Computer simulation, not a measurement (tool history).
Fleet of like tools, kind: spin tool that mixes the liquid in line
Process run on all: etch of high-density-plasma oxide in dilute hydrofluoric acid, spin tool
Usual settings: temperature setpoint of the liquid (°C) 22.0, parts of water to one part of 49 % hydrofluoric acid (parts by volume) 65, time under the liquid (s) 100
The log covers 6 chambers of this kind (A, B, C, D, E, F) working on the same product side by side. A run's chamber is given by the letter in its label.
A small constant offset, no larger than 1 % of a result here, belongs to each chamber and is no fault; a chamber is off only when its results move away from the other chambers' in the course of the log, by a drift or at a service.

run     day  temperature setpoint of the liquid (°C)  parts of water to one part of 49 % hydrofluoric acid (parts by volume)  time under the liquid (s)  hours since the thermometer was replaced  hours since the hydrofluoric acid flow meter was replaced  read-back film thickness of the high-density-plasma oxide reference wafer, read on the same gauge (nm)  thickness taken off the high-density-plasma oxide on a monitor wafer (angstrom)
 1C   0.454                                     22.0                                                                      65                        100                                    1358.6                                                      250.9                                                                                                  30.004                                                                           77.026
 2D   0.846                                     22.0                                                                      65                        100                                    1050.0                                                      100.2                                                                                                  30.000                                                                           76.523
 3E   1.346                                     22.0                                                                      65                        100                                     672.4                                                      102.7                                                                                                  29.988                                                                           76.008
 4A   1.629                                     22.0                                                                      65                        100                                    1729.1                                                      483.8                                                                                                  29.990                                                                           74.955
 5F   1.992                                     22.0                                                                      65                        100                                    1073.8                                                     1210.1                                                                                                  30.001                                                                           75.194
 6B   2.483                                     26.0                                                                      65                         50                                     571.8                                                       94.5                                                                                                  29.994                                                                           44.125
 7E   2.717                                     26.0                                                                      65                         50                                     705.3                                                      135.6                                                                                                  30.006                                                                           44.569
 8D   3.067                                     26.0                                                                      65                         50                                    1103.3                                                      153.5                                                                                                  30.016                                                                           45.047
 9C   3.412                                     26.0                                                                      65                         50                                    1429.6                                                      321.9                                                                                                  30.015                                                                           44.890
10F   3.758                                     26.0                                                                      65                         50                                    1116.2                                                     1252.5                                                                                                  30.003                                                                           44.919
11A   3.996                                     26.0                                                                      65                         50                                    1785.9                                                      540.6                                                                                                  29.991                                                                           44.021
12B   4.250                                     22.0                                                                      65                        100                                     614.2                                                      136.9                                                                                                  29.983                                                                           75.334
13A   4.571                                     22.0                                                                      80                        155                                    1799.7                                                      554.4                                                                                                  30.009                                                                           94.538
14D   4.879                                     22.0                                                                      80                        155                                    1146.8                                                      197.0                                                                                                  30.007                                                                           93.789
15C   5.158                                     22.0                                                                      80                        155                                    1471.5                                                      363.8                                                                                                  29.991                                                                           93.694
16B   5.642                                     22.0                                                                      80                        155                                     647.6                                                      170.3                                                                                                  29.985                                                                           91.743
17F   6.083                                     22.0                                                                      80                        155                                    1172.0                                                     1308.3                                                                                                  29.991                                                                           96.682
18E   6.579                                     22.0                                                                      80                        155                                     798.0                                                      228.3                                                                                                  29.995                                                                           93.233
19A   6.954                                     22.0                                                                      65                        100                                    1856.9                                                      611.6                                                                                                  30.000                                                                           74.672
20D   7.383                                     18.0                                                                      50                        100                                    1206.9                                                      257.1                                                                                                  29.997                                                                           85.721
21F   7.812                                     18.0                                                                      50                        100                                    1213.5                                                     1349.8                                                                                                  29.970                                                                           87.864
22E   8.283                                     18.0                                                                      50                        100                                     838.9                                                      269.2                                                                                                  29.999                                                                           83.135
      8.329  -- chamber D: thermometer replaced
23B   8.721                                     18.0                                                                      50                        100                                     721.5                                                      244.2                                                                                                  29.996                                                                           84.317
24C   9.158                                     18.0                                                                      50                        100                                    1567.5                                                      459.8                                                                                                  30.002                                                                           85.541
25B   9.629                                     18.0                                                                      50                        100                                     743.3                                                      266.0                                                                                                  30.006                                                                           85.146
26E   9.979                                     22.0                                                                      65                        100                                     879.6                                                      309.9                                                                                                  30.002                                                                           74.032
27F  10.275                                     22.0                                                                      65                        100                                    1272.6                                                     1408.9                                                                                                  29.996                                                                           82.193
28C  10.771                                     17.5                                                                      65                         60                                    1606.2                                                      498.5                                                                                                  29.986                                                                           37.942
     11.012  -- chamber A: thermometer replaced
29D  11.238                                     17.5                                                                      65                         60                                      69.8                                                      349.6                                                                                                  30.013                                                                           37.758
30A  11.500                                     17.5                                                                      65                         60                                      11.8                                                      720.7                                                                                                  30.008                                                                           37.596
31E  11.933                                     17.5                                                                      65                         60                                     926.5                                                      356.8                                                                                                  30.009                                                                           37.491
32C  12.283                                     17.5                                                                      65                         60                                    1642.5                                                      534.8                                                                                                  30.008                                                                           37.744
33D  12.808                                     17.5                                                                      65                         60                                     107.5                                                      387.3                                                                                                  30.003                                                                           37.488
34A  13.271                                     22.0                                                                      65                        100                                      54.3                                                      763.2                                                                                                  29.996                                                                           76.098
35B  13.762                                     17.5                                                                      65                         45                                     842.5                                                      365.2                                                                                                  29.972                                                                           28.573
36F  14.183                                     17.5                                                                      65                         45                                    1366.4                                                     1502.7                                                                                                  29.974                                                                           31.297

Next, every chamber runs the same settings. What will each give?
37A  14.558                                     24.5                                                                      65                        100                                                                                                                                                                                                                                                                                             ?
37B  14.558                                     24.5                                                                      65                        100                                                                                                                                                                                                                                                                                             ?
37C  14.558                                     24.5                                                                      65                        100                                                                                                                                                                                                                                                                                             ?
37D  14.558                                     24.5                                                                      65                        100                                                                                                                                                                                                                                                                                             ?
37E  14.558                                     24.5                                                                      65                        100                                                                                                                                                                                                                                                                                             ?
37F  14.558                                     24.5                                                                      65                        100                                                                                                                                                                                                                                                                                             ?

run  thickness taken off the high-density-plasma oxide on a monitor wafer (angstrom)
37A                                                                           84.321
37B                                                                           83.673
37C                                                                           84.639
37D                                                                           83.887
37E                                                                           83.226
37F                                                                           93.096

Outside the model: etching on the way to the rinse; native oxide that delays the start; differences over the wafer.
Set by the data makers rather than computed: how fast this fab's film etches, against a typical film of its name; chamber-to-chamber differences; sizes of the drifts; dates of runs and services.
